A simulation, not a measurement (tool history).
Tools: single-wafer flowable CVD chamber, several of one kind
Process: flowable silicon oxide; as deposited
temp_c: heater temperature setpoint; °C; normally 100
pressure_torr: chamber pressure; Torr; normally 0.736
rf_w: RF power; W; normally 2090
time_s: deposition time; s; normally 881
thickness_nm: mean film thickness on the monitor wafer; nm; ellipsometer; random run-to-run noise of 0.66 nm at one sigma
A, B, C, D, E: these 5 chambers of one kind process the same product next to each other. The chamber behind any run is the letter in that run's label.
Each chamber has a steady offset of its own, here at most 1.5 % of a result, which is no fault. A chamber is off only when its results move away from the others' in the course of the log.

| run | hour | temp_c | pressure_torr | rf_w | time_s | read-back reference wafer on the same gauge, thickness_nm | thickness_nm |
|---|---|---|---|---|---|---|---|
| 1D | 6.7 | 100 | 0.736 | 2090 | 881 | 420.80 | 489.76 |
| 2B | 12.0 | 100 | 0.736 | 2090 | 881 | 420.97 | 483.68 |
| 3A | 20.7 | 100 | 0.736 | 2090 | 881 | 420.67 | 484.57 |
| 4E | 27.6 | 100 | 0.736 | 2090 | 881 | 421.00 | 488.38 |
| 5C | 34.5 | 100 | 0.736 | 2090 | 881 | 420.73 | 484.56 |
| 6E | 39.4 | 100 | 0.736 | 2090 | 881 | 420.71 | 487.37 |
| 7C | 45.2 | 100 | 0.736 | 2090 | 881 | 420.66 | 485.16 |
| 8B | 53.4 | 100 | 0.736 | 2090 | 881 | 420.60 | 481.87 |
| 9D | 61.3 | 100 | 0.736 | 2090 | 881 | 420.47 | 489.81 |
| 10A | 68.7 | 106 | 0.736 | 2090 | 881 | 420.44 | 395.41 |
| 11C | 76.8 | 106 | 0.736 | 2090 | 881 | 420.35 | 395.24 |
| 12B | 82.0 | 106 | 0.736 | 2090 | 881 | 420.32 | 394.47 |
| 13E | 91.0 | 106 | 0.736 | 2090 | 881 | 420.03 | 398.57 |
| 14D | 98.4 | 106 | 0.736 | 2090 | 881 | 420.21 | 400.41 |
| 15A | 103.6 | 100 | 0.736 | 2090 | 881 | 420.17 | 483.35 |
| 16D | 109.7 | 100 | 0.736 | 2450 | 881 | 420.20 | 503.78 |
| 17C | 115.5 | 100 | 0.736 | 2450 | 881 | 420.02 | 495.83 |
| 18E | 123.8 | 100 | 0.736 | 2450 | 881 | 420.07 | 498.49 |
| 19B | 130.1 | 100 | 0.736 | 2450 | 881 | 419.85 | 493.83 |
| 20A | 135.8 | 100 | 0.736 | 2450 | 881 | 419.83 | 496.77 |
| 21E | 141.2 | 100 | 0.736 | 2090 | 881 | 419.82 | 486.46 |
| 22D | 149.3 | 100 | 0.736 | 2090 | 881 | 419.77 | 489.93 |
| 23A | 154.6 | 100 | 0.641 | 2090 | 881 | 419.81 | 399.48 |
| 24B | 158.7 | 100 | 0.641 | 2090 | 881 | 419.86 | 398.67 |
|  | 164.9 | chamber B: capacitance manometer re-zeroed and calibrated |
| 25C | 166.9 | 100 | 0.641 | 2090 | 881 | 419.58 | 398.98 |
| 26B | 176.0 | 100 | 0.641 | 2090 | 881 | 419.69 | 398.65 |
| 27A | 184.1 | 100 | 0.641 | 2090 | 881 | 419.56 | 398.55 |
| 28C | 191.8 | 100 | 0.736 | 2090 | 881 | 419.47 | 482.49 |
| 29D | 198.6 | 100 | 0.736 | 2090 | 881 | 419.40 | 490.30 |
| 30E | 203.1 | 100 | 0.736 | 2090 | 881 | 419.49 | 486.86 |
| 31E | 211.9 | 100 | 0.736 | 2090 | 881 | 419.44 | 486.49 |
| 32D | 220.2 | 100 | 0.736 | 2090 | 881 | 419.24 | 488.57 |
| 33B | 229.3 | 100 | 0.736 | 2090 | 881 | 419.13 | 480.61 |
| 34C | 235.6 | 92 | 0.736 | 2360 | 881 | 419.14 | 641.09 |
| 35A | 241.9 | 92 | 0.736 | 2360 | 881 | 418.88 | 638.99 |
| 36D | 248.1 | 92 | 0.736 | 2360 | 881 | 419.07 | 650.49 |
| 37E | 252.3 | 92 | 0.736 | 2360 | 881 | 419.05 | 641.77 |
| 38B | 257.9 | 92 | 0.736 | 2360 | 881 | 419.00 | 637.29 |
| 39A | 264.5 | 100 | 0.736 | 2090 | 881 | 418.91 | 481.75 |
| 40C | 268.7 | 100 | 0.736 | 2090 | 881 | 419.02 | 481.30 |
| 41A | 275.5 | 100 | 0.736 | 2090 | 881 | 418.89 | 481.67 |
| 42C | 280.5 | 100 | 0.736 | 2090 | 881 | 418.75 | 481.52 |
| 43B | 289.3 | 100 | 0.736 | 2090 | 881 | 418.75 | 481.46 |

What goes on in this fleet: one chamber off, a drifting gauge, or nothing beyond the chambers' own small offsets? Name the chamber and the cause, if any.

The shared gauge is drifting. All chambers look as if they move in step, but none is off.
What lies behind it: gauge reads low (%) = 0.559.

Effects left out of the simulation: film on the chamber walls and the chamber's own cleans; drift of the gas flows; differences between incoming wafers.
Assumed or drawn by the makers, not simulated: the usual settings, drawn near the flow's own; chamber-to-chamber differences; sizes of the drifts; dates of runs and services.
